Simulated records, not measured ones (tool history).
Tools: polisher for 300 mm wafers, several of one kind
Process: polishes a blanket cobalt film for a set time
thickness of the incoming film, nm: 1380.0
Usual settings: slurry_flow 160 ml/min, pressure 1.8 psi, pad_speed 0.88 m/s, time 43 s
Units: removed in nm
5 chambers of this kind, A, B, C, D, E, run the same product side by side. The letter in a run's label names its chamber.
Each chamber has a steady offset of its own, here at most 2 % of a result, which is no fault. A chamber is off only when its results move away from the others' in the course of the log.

{"run": "1D", "day": 0.421, "slurry_flow": 160, "pressure": 1.8, "pad_speed": 0.88, "time": 43, "removed": 167.25}
{"day": 0.654, "done": "chamber B: worn pad replaced by a new one"}
{"day": 0.667, "done": "chamber C: worn pad replaced by a new one"}
{"run": "2E", "day": 0.896, "slurry_flow": 160, "pressure": 1.8, "pad_speed": 0.88, "time": 43, "removed": 167.19}
{"run": "3C", "day": 1.171, "slurry_flow": 160, "pressure": 1.8, "pad_speed": 0.88, "time": 43, "removed": 170.13}
{"run": "4B", "day": 1.671, "slurry_flow": 160, "pressure": 1.8, "pad_speed": 0.88, "time": 43, "removed": 171.86}
{"run": "5A", "day": 1.9, "slurry_flow": 160, "pressure": 1.8, "pad_speed": 0.88, "time": 43, "removed": 164.54}
{"day": 2.138, "done": "chamber A: head pressure recalibrated"}
{"run": "6E", "day": 2.296, "slurry_flow": 160, "pressure": 1.8, "pad_speed": 1.02, "time": 43, "removed": 198}
{"run": "7D", "day": 2.538, "slurry_flow": 160, "pressure": 1.8, "pad_speed": 1.02, "time": 43, "removed": 187.96}
{"day": 2.575, "done": "chamber A: worn pad replaced by a new one"}
{"run": "8B", "day": 2.896, "slurry_flow": 160, "pressure": 1.8, "pad_speed": 1.02, "time": 43, "removed": 196.6}
{"run": "9A", "day": 3.138, "slurry_flow": 160, "pressure": 1.8, "pad_speed": 1.02, "time": 43, "removed": 191.74}
{"day": 3.496, "done": "chamber C: worn pad replaced by a new one"}
{"run": "10C", "day": 3.65, "slurry_flow": 160, "pressure": 1.8, "pad_speed": 1.02, "time": 43, "removed": 191.05}
{"day": 3.825, "done": "chamber E: worn pad replaced by a new one"}
{"day": 3.825, "done": "chamber B: worn pad replaced by a new one"}
{"day": 4.017, "done": "chamber E: head pressure recalibrated"}
{"run": "11E", "day": 4.071, "slurry_flow": 160, "pressure": 1.8, "pad_speed": 0.88, "time": 43, "removed": 169.53}
{"run": "12A", "day": 4.321, "slurry_flow": 160, "pressure": 1.8, "pad_speed": 0.88, "time": 43, "removed": 166.26}
{"run": "13B", "day": 4.579, "slurry_flow": 160, "pressure": 1.8, "pad_speed": 0.88, "time": 43, "removed": 170.68}
{"run": "14C", "day": 4.854, "slurry_flow": 160, "pressure": 1.8, "pad_speed": 0.88, "time": 43, "removed": 168.51}
{"run": "15D", "day": 5.246, "slurry_flow": 160, "pressure": 2.3, "pad_speed": 1.12, "time": 43, "removed": 271.77}
{"run": "16D", "day": 5.708, "slurry_flow": 160, "pressure": 2.3, "pad_speed": 1.12, "time": 43, "removed": 269.74}
{"day": 5.775, "done": "chamber D: slurry nozzle cleaned"}
{"run": "17B", "day": 5.933, "slurry_flow": 160, "pressure": 2.3, "pad_speed": 1.12, "time": 43, "removed": 277.93}
{"run": "18A", "day": 6.308, "slurry_flow": 160, "pressure": 2.3, "pad_speed": 1.12, "time": 43, "removed": 263.81}
{"day": 6.329, "done": "chamber C: worn pad replaced by a new one"}
{"day": 6.604, "done": "chamber A: worn pad replaced by a new one"}
{"run": "19E", "day": 6.658, "slurry_flow": 160, "pressure": 2.3, "pad_speed": 1.12, "time": 43, "removed": 276.18}
{"run": "20C", "day": 7.083, "slurry_flow": 160, "pressure": 1.8, "pad_speed": 0.88, "time": 43, "removed": 166.25}
{"day": 7.271, "done": "chamber B: worn pad replaced by a new one"}
{"day": 7.312, "done": "chamber A: slurry nozzle cleaned"}
{"run": "21A", "day": 7.367, "slurry_flow": 160, "pressure": 1.8, "pad_speed": 0.88, "time": 43, "removed": 166.24}
{"day": 7.496, "done": "chamber B: slurry nozzle cleaned"}
{"run": "22E", "day": 7.808, "slurry_flow": 160, "pressure": 1.8, "pad_speed": 0.88, "time": 43, "removed": 169.21}
{"run": "23C", "day": 8.158, "slurry_flow": 160, "pressure": 1.8, "pad_speed": 0.88, "time": 43, "removed": 167.38}
{"day": 8.333, "done": "chamber E: worn pad replaced by a new one"}
{"run": "24D", "day": 8.554, "slurry_flow": 160, "pressure": 1.8, "pad_speed": 0.88, "time": 43, "removed": 162.51}
{"run": "25B", "day": 8.9, "slurry_flow": 120, "pressure": 1.8, "pad_speed": 0.88, "time": 43, "removed": 161.85}
{"day": 8.904, "done": "chamber C: worn pad replaced by a new one"}
{"run": "26B", "day": 9.304, "slurry_flow": 120, "pressure": 1.8, "pad_speed": 0.88, "time": 43, "removed": 162.63}
{"day": 9.338, "done": "chamber D: head pressure recalibrated"}
{"run": "27A", "day": 9.696, "slurry_flow": 120, "pressure": 1.8, "pad_speed": 0.88, "time": 43, "removed": 156.5}
{"run": "28D", "day": 10.021, "slurry_flow": 120, "pressure": 1.8, "pad_speed": 0.88, "time": 43, "removed": 153.53}
{"run": "29C", "day": 10.358, "slurry_flow": 120, "pressure": 1.8, "pad_speed": 0.88, "time": 43, "removed": 161.41}
{"run": "30E", "day": 10.588, "slurry_flow": 160, "pressure": 1.8, "pad_speed": 0.88, "time": 43, "removed": 168.28}
{"day": 10.767, "done": "chamber B: worn pad replaced by a new one"}
{"run": "31A", "day": 10.879, "slurry_flow": 160, "pressure": 1.8, "pad_speed": 1.06, "time": 43, "removed": 200.69}
{"day": 11.167, "done": "chamber A: worn pad replaced by a new one"}
{"run": "32C", "day": 11.233, "slurry_flow": 160, "pressure": 1.8, "pad_speed": 1.06, "time": 43, "removed": 200.42}
{"run": "33B", "day": 11.479, "slurry_flow": 160, "pressure": 1.8, "pad_speed": 1.06, "time": 43, "removed": 203.67}
{"day": 11.812, "done": "chamber C: worn pad replaced by a new one"}
{"run": "34E", "day": 11.862, "slurry_flow": 160, "pressure": 1.8, "pad_speed": 1.06, "time": 43, "removed": 202.77}
{"run": "35D", "day": 12.096, "slurry_flow": 160, "pressure": 1.8, "pad_speed": 1.06, "time": 43, "removed": 190.42}
{"run": "36E", "day": 12.533, "slurry_flow": 160, "pressure": 1.8, "pad_speed": 0.88, "time": 43, "removed": 169.1}
{"run": "37B", "day": 13.046, "slurry_flow": 160, "pressure": 1.8, "pad_speed": 0.88, "time": 43, "removed": 169.01}
{"run": "38A", "day": 13.271, "slurry_flow": 160, "pressure": 1.8, "pad_speed": 0.88, "time": 43, "removed": 164.31}
{"day": 13.512, "done": "chamber C: head pressure recalibrated"}
{"run": "39C", "day": 13.767, "slurry_flow": 160, "pressure": 1.8, "pad_speed": 0.88, "time": 43, "removed": 166.56}
{"run": "40D", "day": 14.104, "slurry_flow": 160, "pressure": 1.8, "pad_speed": 0.88, "time": 43, "removed": 156.07}

Is one chamber off against the others, does the gauge drift, or is nothing wrong? If a chamber is off, say which, and what the likeliest cause is.

Chamber D drifts away from the others.
Cause: removal rate lost through wear of the pad, % = 7.51.

Here are 4 candidates for chamber D's next run, each the usual settings with a change, their results left as question marks. Which one brings its results back in line with what the others give on the usual settings?
In line means no further than this from the other chambers' mean on the usual settings: removed 5 nm
{"run": "41D-1", "day": 14.475, "slurry_flow": 160, "pressure": 1.8, "pad_speed": 0.9, "time": 43, "removed": "?"}
{"run": "41D-2", "day": 14.475, "slurry_flow": 160, "pressure": 1.8, "pad_speed": 0.92, "time": 45, "removed": "?"}
{"run": "41D-3", "day": 14.475, "slurry_flow": 160, "pressure": 1.8, "pad_speed": 0.86, "time": 43, "removed": "?"}
{"run": "41D-4", "day": 14.475, "slurry_flow": 105, "pressure": 1.8, "pad_speed": 0.88, "time": 43, "removed": "?"}

The other chambers' mean on the usual settings: removed 167.88 nm
run=41D-1 removed=157.23
run=41D-2 removed=168.16
run=41D-3 removed=150.33
run=41D-4 removed=141.01
41D-2 brings the chamber back in line.
